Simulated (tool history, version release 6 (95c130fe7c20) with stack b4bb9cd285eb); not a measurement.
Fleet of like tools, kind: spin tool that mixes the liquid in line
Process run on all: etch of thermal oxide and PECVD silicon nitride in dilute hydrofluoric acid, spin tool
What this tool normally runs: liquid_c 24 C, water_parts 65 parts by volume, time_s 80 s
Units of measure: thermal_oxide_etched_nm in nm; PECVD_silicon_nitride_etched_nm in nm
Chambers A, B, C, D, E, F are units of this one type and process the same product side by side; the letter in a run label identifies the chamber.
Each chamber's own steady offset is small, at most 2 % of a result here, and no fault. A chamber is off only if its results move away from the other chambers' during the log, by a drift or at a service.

| run | hour | liquid_c | water_parts | time_s | hours since the thermometer was replaced | hours since the hydrofluoric acid flow meter was replaced | read-back film thickness of the thermal oxide reference wafer, read on the same gauge (nm) | read-back film thickness of the PECVD silicon nitride reference wafer, read on the same gauge (nm) | thermal_oxide_etched_nm | PECVD_silicon_nitride_etched_nm |
|---|---|---|---|---|---|---|---|---|---|---|
| 1A | 11 | 24 | 65 | 80 | 471.1 | 922.6 | 40.001 | 79.976 | 5.8384 | 2.9867 |
| 2C | 22.6 | 24 | 65 | 80 | 1052.5 | 1830.7 | 40.012 | 80.003 | 5.9089 | 2.9539 |
| 3B | 35.5 | 24 | 65 | 80 | 743.4 | 111.2 | 40.014 | 79.992 | 5.9477 | 3.0198 |
|  | 36.8 | chamber E: thermometer replaced |
| 4E | 42.9 | 24 | 65 | 80 | 6.2 | 266.9 | 39.99 | 79.986 | 5.8634 | 2.9662 |
| 5F | 49.4 | 24 | 65 | 80 | 232 | 140.2 | 39.992 | 80.012 | 5.9338 | 2.9676 |
| 6D | 60.8 | 24 | 65 | 80 | 478.8 | 459.1 | 40.011 | 79.996 | 5.812 | 2.9501 |
| 7C | 71.7 | 24 | 65 | 80 | 1101.6 | 1879.8 | 40.001 | 80.004 | 5.8857 | 2.9629 |
| 8D | 83.2 | 24 | 65 | 80 | 501.2 | 481.5 | 40.015 | 80.015 | 5.8543 | 2.9419 |
| 9E | 92.3 | 24 | 65 | 80 | 55.6 | 316.3 | 40.004 | 80.019 | 5.8645 | 3.0207 |
| 10A | 104.1 | 24 | 65 | 80 | 564.2 | 1015.7 | 40.003 | 80.012 | 5.817 | 2.9868 |
| 11B | 116.8 | 24 | 65 | 80 | 824.7 | 192.5 | 39.986 | 80.013 | 5.9038 | 3.0379 |
| 12F | 123 | 24 | 65 | 80 | 305.6 | 213.8 | 39.982 | 79.992 | 5.934 | 2.9892 |
|  | 130.8 | chamber B: thermometer replaced |
|  | 132.9 | chamber C: hydrofluoric acid flow meter replaced |
| 13A | 134.2 | 24 | 65 | 80 | 594.3 | 1045.8 | 40.025 | 80.002 | 5.8452 | 2.9681 |
| 14C | 140.6 | 24 | 65 | 80 | 1170.5 | 7.7 | 40.018 | 79.997 | 5.8503 | 2.9467 |
| 15B | 150.4 | 24 | 65 | 80 | 19.6 | 226.1 | 40.003 | 80.003 | 5.9773 | 3.0268 |
|  | 158.4 | chamber A: hydrofluoric acid flow meter replaced |
| 16E | 161.6 | 24 | 50 | 80 | 124.9 | 385.6 | 40.006 | 79.989 | 7.8282 | 3.8703 |
| 17D | 171.6 | 24 | 50 | 80 | 589.6 | 569.9 | 40.017 | 80.008 | 7.7537 | 3.8419 |
| 18F | 178 | 24 | 50 | 80 | 360.6 | 268.8 | 40.008 | 79.997 | 7.9678 | 3.8937 |
| 19A | 188.3 | 24 | 50 | 80 | 648.4 | 29.9 | 40.013 | 79.999 | 7.6771 | 3.9684 |
| 20E | 196.9 | 24 | 50 | 80 | 160.2 | 420.9 | 39.993 | 80.009 | 7.7576 | 3.8652 |
| 21D | 203.1 | 24 | 50 | 80 | 621.1 | 601.4 | 39.995 | 80.008 | 7.8803 | 3.8538 |
| 22B | 215.7 | 24 | 75 | 130 | 84.9 | 291.4 | 39.993 | 79.995 | 8.1424 | 4.2153 |
| 23F | 227.1 | 24 | 75 | 130 | 409.7 | 317.9 | 40.004 | 80.006 | 8.1545 | 4.1979 |
| 24C | 238.3 | 24 | 75 | 130 | 1268.2 | 105.4 | 39.991 | 79.991 | 8.3045 | 4.1441 |
| 25F | 249.6 | 24 | 75 | 130 | 432.2 | 340.4 | 40.008 | 80.002 | 8.2774 | 4.2088 |
| 26C | 256.3 | 24 | 75 | 130 | 1286.2 | 123.4 | 40.015 | 79.973 | 8.0447 | 4.131 |
| 27B | 264.1 | 24 | 75 | 130 | 133.3 | 339.8 | 39.999 | 79.998 | 8.176 | 4.2097 |
| 28A | 277.5 | 24 | 65 | 80 | 737.6 | 119.1 | 40.018 | 80.005 | 5.8553 | 2.9967 |
| 29E | 285.4 | 24 | 65 | 80 | 248.7 | 509.4 | 39.995 | 80.003 | 5.9176 | 3.041 |
| 30D | 294.7 | 24 | 65 | 80 | 712.7 | 693 | 40.027 | 79.974 | 5.7943 | 2.9966 |
| 31D | 303.2 | 24 | 65 | 80 | 721.2 | 701.5 | 40.012 | 80.007 | 5.8307 | 2.9619 |
| 32F | 309.9 | 24 | 65 | 80 | 492.5 | 400.7 | 39.988 | 79.998 | 6.0605 | 3.0195 |
| 33B | 317.5 | 24 | 65 | 80 | 186.7 | 393.2 | 40.015 | 79.992 | 5.9318 | 2.9733 |
| 34C | 330.8 | 19 | 75 | 80 | 1360.7 | 197.9 | 39.981 | 79.987 | 4.1128 | 1.8331 |
|  | 331.5 | chamber C: thermometer replaced |
| 35E | 339.1 | 19 | 75 | 80 | 302.4 | 563.1 | 39.978 | 79.986 | 4.0939 | 1.8927 |
|  | 344.8 | chamber B: hydrofluoric acid flow meter replaced |
| 36A | 351.7 | 19 | 75 | 80 | 811.8 | 193.3 | 40.025 | 79.988 | 4.0356 | 1.8298 |
| 37F | 359.2 | 19 | 75 | 80 | 541.8 | 450 | 40.011 | 79.997 | 4.1469 | 1.8478 |
| 38D | 365.9 | 19 | 75 | 80 | 783.9 | 764.2 | 39.991 | 79.99 | 4.0865 | 1.8229 |
| 39C | 373.2 | 19 | 75 | 80 | 41.7 | 240.3 | 39.999 | 80.006 | 4.0633 | 1.8083 |
| 40B | 381 | 24 | 65 | 80 | 250.2 | 36.3 | 40.011 | 79.981 | 5.9489 | 3.0557 |
| 41A | 388.2 | 28.5 | 65 | 80 | 848.3 | 229.8 | 39.981 | 79.995 | 6.9669 | 4.038 |
| 42E | 397.4 | 28.5 | 65 | 80 | 360.7 | 621.4 | 39.972 | 79.997 | 7.1185 | 4.1012 |
| 43F | 404.7 | 28.5 | 65 | 80 | 587.3 | 495.5 | 40.002 | 79.972 | 7.2692 | 4.0509 |

One chamber off, gauge drift, or nothing amiss beyond the chambers' own small offsets? If it is a chamber, which one, and what is the likeliest cause?

All chambers stay in line apart from their small fixed offsets, and the gauge does not drift.
